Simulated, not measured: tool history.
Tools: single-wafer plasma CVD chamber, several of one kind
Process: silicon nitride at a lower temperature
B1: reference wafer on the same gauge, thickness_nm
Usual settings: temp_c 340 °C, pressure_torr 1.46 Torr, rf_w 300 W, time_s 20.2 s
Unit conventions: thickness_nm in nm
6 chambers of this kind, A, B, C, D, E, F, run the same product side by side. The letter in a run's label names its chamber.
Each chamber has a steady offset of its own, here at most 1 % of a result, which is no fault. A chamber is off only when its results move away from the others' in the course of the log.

Run 1C, hour 5.1: usual settings; B1 18.886. Result: thickness_nm 23.197 nm.
Run 2A, hour 8.4: usual settings; B1 18.892. Result: thickness_nm 23.417 nm.
Run 3F, hour 14.7: usual settings; B1 18.906. Result: thickness_nm 23.144 nm.
Run 4B, hour 19.1: usual settings; B1 18.898. Result: thickness_nm 23.326 nm.
Run 5E, hour 25: usual settings; B1 18.907. Result: thickness_nm 23.067 nm.
Run 6D, hour 31.2: usual settings; B1 18.903. Result: thickness_nm 23.239 nm.
Run 7E, hour 37.2: usual settings; B1 18.908. Result: thickness_nm 23.169 nm.
Run 8A, hour 42.4: usual settings; B1 18.919. Result: thickness_nm 23.296 nm.
Run 9F, hour 46.7: usual settings; B1 18.905. Result: thickness_nm 23.201 nm.
Run 10B, hour 52.9: usual settings; B1 18.897. Result: thickness_nm 23.078 nm.
Run 11D, hour 57.6: usual settings; B1 18.896. Result: thickness_nm 22.942 nm.
Run 12C, hour 61.6: usual settings; B1 18.889. Result: thickness_nm 23.356 nm.
Run 13D, hour 67.6: usual settings; B1 18.912. Result: thickness_nm 23.293 nm.
Run 14F, hour 71.4: usual settings; B1 18.898. Result: thickness_nm 22.813 nm.
Run 15A, hour 78.2: usual settings; B1 18.906. Result: thickness_nm 23.179 nm.
Run 16E, hour 82.1: usual settings; B1 18.926. Result: thickness_nm 22.98 nm.
Run 17B, hour 86.8: usual settings; B1 18.89. Result: thickness_nm 23.169 nm.
Run 18C, hour 90.1: usual settings; B1 18.9. Result: thickness_nm 23.322 nm.
Run 19C, hour 96.1: usual settings but time_s 23.1 s; B1 18.913. Result: thickness_nm 26.668 nm.
Run 20F, hour 102.6: usual settings but time_s 23.1 s; B1 18.89. Result: thickness_nm 26.31 nm.
Run 21B, hour 108.1: usual settings but time_s 23.1 s; B1 18.896. Result: thickness_nm 26.547 nm.
Run 22E, hour 114.9: usual settings but time_s 23.1 s; B1 18.895. Result: thickness_nm 26.303 nm.
Run 23A, hour 120.4: usual settings but time_s 23.1 s; B1 18.896. Result: thickness_nm 26.69 nm.
At hour 122: chamber E: RF generator calibrated.
Run 24D, hour 124.2: usual settings but time_s 23.1 s; B1 18.87. Result: thickness_nm 26.499 nm.
Run 25F, hour 130.1: usual settings; B1 18.902. Result: thickness_nm 22.849 nm.
Run 26C, hour 137.2: usual settings; B1 18.921. Result: thickness_nm 23.153 nm.
Run 27E, hour 142.1: usual settings; B1 18.916. Result: thickness_nm 23.154 nm.
Run 28A, hour 147.7: usual settings; B1 18.897. Result: thickness_nm 23.393 nm.
At hour 150.2: chamber D: thermocouple changed; heater temperature recalibrated.
Run 29B, hour 154.5: usual settings; B1 18.891. Result: thickness_nm 23.062 nm.
Run 30D, hour 158.6: usual settings; B1 18.906. Result: thickness_nm 22.992 nm.
Run 31B, hour 164.5: usual settings; B1 18.887. Result: thickness_nm 22.994 nm.
Run 32D, hour 169.9: usual settings but temp_c 350 °C; B1 18.906. Result: thickness_nm 23.011 nm.
Run 33E, hour 174.7: usual settings but temp_c 350 °C; B1 18.922. Result: thickness_nm 22.896 nm.
Run 34A, hour 180: usual settings but temp_c 350 °C; B1 18.909. Result: thickness_nm 23.182 nm.
Run 35F, hour 187: usual settings but temp_c 350 °C; B1 18.913. Result: thickness_nm 22.407 nm.
Run 36C, hour 190.7: usual settings but temp_c 350 °C; B1 18.902. Result: thickness_nm 23.105 nm.
At hour 191.2: chamber C: thermocouple changed; heater temperature recalibrated.
Run 37F, hour 197.5: usual settings but temp_c 350 °C; B1 18.892. Result: thickness_nm 22.676 nm.
Run 38A, hour 201: usual settings; B1 18.905. Result: thickness_nm 23.328 nm.
At hour 205.2: chamber B: RF generator calibrated.
Run 39E, hour 207.4: usual settings; B1 18.889. Result: thickness_nm 22.959 nm.
Run 40B, hour 210.8: usual settings; B1 18.901. Result: thickness_nm 23.236 nm.
Run 41C, hour 217.8: usual settings; B1 18.897. Result: thickness_nm 23.234 nm.

Does one chamber stand apart from the rest, does the shared gauge drift, or is all well apart from small per-chamber offsets? Give the chamber and the most likely cause, where there is one.

Little by little, chamber F moves away from the other chambers.
Likeliest cause: delivered RF power below the setpoint (%) = 4.93.

Which of the 4 candidates below, each the usual settings with something changed and its results left as question marks, puts chamber F back in line with what the other chambers give on the usual settings?
In line means no further than this from the other chambers' mean on the usual settings: thickness_nm 0.33 nm
Run 42F-1, hour 222.9: usual settings but pressure_torr 1.48 Torr, time_s 20.8 s. Result: thickness_nm ?.
Run 42F-2, hour 222.9: usual settings but time_s 20.1 s. Result: thickness_nm ?.
Run 42F-3, hour 222.9: usual settings but pressure_torr 1.29 Torr. Result: thickness_nm ?.
Run 42F-4, hour 222.9: usual settings but time_s 20.3 s. Result: thickness_nm ?.

Mean of the other chambers on the usual settings: thickness_nm 23.179 nm
  run  thickness_nm
42F-1        23.118
42F-2        22.256
42F-3        21.593
42F-4        22.477
42F-1 is the one that brings the chamber's results back in line with the other chambers.

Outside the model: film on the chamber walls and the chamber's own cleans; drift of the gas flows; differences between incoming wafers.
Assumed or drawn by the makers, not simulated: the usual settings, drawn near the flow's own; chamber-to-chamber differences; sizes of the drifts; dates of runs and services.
